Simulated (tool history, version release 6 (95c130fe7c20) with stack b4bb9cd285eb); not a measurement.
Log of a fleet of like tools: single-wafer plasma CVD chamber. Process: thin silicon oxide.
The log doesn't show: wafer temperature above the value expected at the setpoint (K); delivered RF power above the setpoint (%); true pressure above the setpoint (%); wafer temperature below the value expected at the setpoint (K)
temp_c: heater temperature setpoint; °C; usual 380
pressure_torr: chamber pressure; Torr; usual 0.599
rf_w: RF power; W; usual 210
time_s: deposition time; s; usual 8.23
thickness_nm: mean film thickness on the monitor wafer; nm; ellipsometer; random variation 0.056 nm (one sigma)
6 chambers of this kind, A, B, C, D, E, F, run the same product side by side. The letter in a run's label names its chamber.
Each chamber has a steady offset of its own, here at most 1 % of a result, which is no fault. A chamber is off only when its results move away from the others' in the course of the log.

run   hour  temp_c  pressure_torr  rf_w  time_s  hours since the last thermocouple change  hours since the last RF generator calibration  hours since the last manometer calibration  read-back reference wafer on the same gauge, thickness_nm  thickness_nm
 1A    4.3     380          0.599   210    8.23                                     820.7                                          112.8                                       408.6                                                     10.235        9.8058
 2C    8.5     380          0.599   210    8.23                                     489.5                                          584.4                                       881.3                                                     10.240        9.6603
 3D   16.3     380          0.599   210    8.23                                    1974.9                                         1054.8                                       964.9                                                     10.239        9.4842
 4E   23.2     380          0.599   210    8.23                                    1087.4                                         1814.7                                       260.7                                                     10.235        9.6551
 5B   29.8     380          0.599   210    8.23                                    1013.1                                          954.6                                       303.6                                                     10.249        9.6369
 6F   36.7     380          0.599   210    8.23                                    1744.0                                         1794.0                                      1063.6                                                     10.236        9.7401
 7F   45.5     380          0.599   210    8.23                                    1752.8                                         1802.8                                      1072.4                                                     10.244        9.6909
 8C   51.0     380          0.599   210    8.23                                     532.0                                          626.9                                       923.8                                                     10.233        9.7301
      57.1  -- chamber F: thermocouple changed; heater temperature recalibrated
 9D   57.6     380          0.599   210    8.23                                    2016.2                                         1096.1                                      1006.2                                                     10.220        9.5936
10A   66.3     380          0.599   210    8.23                                     882.7                                          174.8                                       470.6                                                     10.234        9.7800
11E   74.3     380          0.599   210    8.23                                    1138.5                                         1865.8                                       311.8                                                     10.231        9.7452
12B   83.0     380          0.599   210    8.23                                    1066.3                                         1007.8                                       356.8                                                     10.253        9.6803
13C   88.5     380          0.599   210    8.23                                     569.5                                          664.4                                       961.3                                                     10.255        9.7271
14B   96.1     380          0.599   210    8.23                                    1079.4                                         1020.9                                       369.9                                                     10.249        9.6046
15A  104.9     380          0.599   210    8.23                                     921.3                                          213.4                                       509.2                                                     10.251        9.7045
16F  113.0     367          0.599   210    8.23                                      55.9                                         1870.3                                      1139.9                                                     10.233        9.8235
17E  121.5     367          0.599   210    8.23                                    1185.7                                         1913.0                                       359.0                                                     10.241        9.6591
18D  128.8     367          0.599   210    8.23                                    2087.4                                         1167.3                                      1077.4                                                     10.248        9.6586
19E  134.3     367          0.599   210    8.23                                    1198.5                                         1925.8                                       371.8                                                     10.237        9.7615
20D  142.6     367          0.599   210    8.23                                    2101.2                                         1181.1                                      1091.2                                                     10.240        9.6014
21F  150.2     367          0.599   210    8.23                                      93.1                                         1907.5                                      1177.1                                                     10.241        9.7329
22B  155.9     380          0.599   210    8.23                                    1139.2                                         1080.7                                       429.7                                                     10.239        9.6698
23A  161.1     380          0.599   210    8.23                                     977.5                                          269.6                                       565.4                                                     10.232        9.7629
24C  167.0     380          0.599   210    8.23                                     648.0                                          742.9                                      1039.8                                                     10.227        9.7033
25A  174.9     380          0.599   210    8.23                                     991.3                                          283.4                                       579.2                                                     10.242        9.8978
26E  179.7     380          0.599   210    8.23                                    1243.9                                         1971.2                                       417.2                                                     10.254        9.6703
27C  185.2     380          0.469   210    7.12                                     666.2                                          761.1                                      1058.0                                                     10.247        6.4093
28B  191.4     380          0.469   210    7.12                                    1174.7                                         1116.2                                       465.2                                                     10.221        6.3429
29F  200.3     380          0.469   210    7.12                                     143.2                                         1957.6                                      1227.2                                                     10.226        6.3781
30D  207.4     380          0.469   210    7.12                                    2166.0                                         1245.9                                      1156.0                                                     10.244        6.2768
31C  212.2     380          0.469   210    7.12                                     693.2                                          788.1                                      1085.0                                                     10.244        6.4257
32E  217.8     380          0.469   210    7.12                                    1282.0                                         2009.3                                       455.3                                                     10.257        6.3535
33D  224.1     380          0.599   210    8.23                                    2182.7                                         1262.6                                      1172.7                                                     10.226        9.5790
34B  231.6     380          0.599   210    8.23                                    1214.9                                         1156.4                                       505.4                                                     10.252        9.5682
35F  240.6     380          0.599   210    8.23                                     183.5                                         1997.9                                      1267.5                                                     10.229        9.6924
36A  248.9     393          0.721   210    8.23                                    1065.3                                          357.4                                       653.2                                                     10.242       12.0790
37B  255.5     393          0.721   210    8.23                                    1238.8                                         1180.3                                       529.3                                                     10.235       11.6290
38E  261.8     393          0.721   210    8.23                                    1326.0                                         2053.3                                       499.3                                                     10.242       11.7120
39A  270.5     393          0.721   210    8.23                                    1086.9                                          379.0                                       674.8                                                     10.226       12.0440
40D  275.0     393          0.721   210    8.23                                    2233.6                                         1313.5                                      1223.6                                                     10.246       11.4430
41C  280.3     393          0.721   210    8.23                                     761.3                                          856.2                                      1153.1                                                     10.260       11.4610

Is one chamber off against the others, does the gauge drift, or is nothing wrong? If a chamber is off, say which, and what the likeliest cause is.

Chamber A drifts away from the others.
Cause: true pressure above the setpoint (%) = 3.44.

Here are 4 candidates for chamber A's next run, each the usual settings with a change, their results left as question marks. Which one brings its results back in line with what the others give on the usual settings?
In line means no further than this from the other chambers' mean on the usual settings: thickness_nm 0.1900 nm
42A-1  287.1     380          0.604   210    8.23                                                                                                                                                                                                             ?
42A-2  287.1     380          0.584   210    8.10                                                                                                                                                                                                             ?
42A-3  287.1     380          0.595   210    8.20                                                                                                                                                                                                             ?
42A-4  287.1     380          0.616   210    8.37                                                                                                                                                                                                             ?

The other chambers' mean on the usual settings: thickness_nm 9.6415 nm
  run  thickness_nm
42A-1       10.2040
42A-2        9.6877
42A-3       10.0050
42A-4       10.5980
42A-2 brings the chamber back in line.
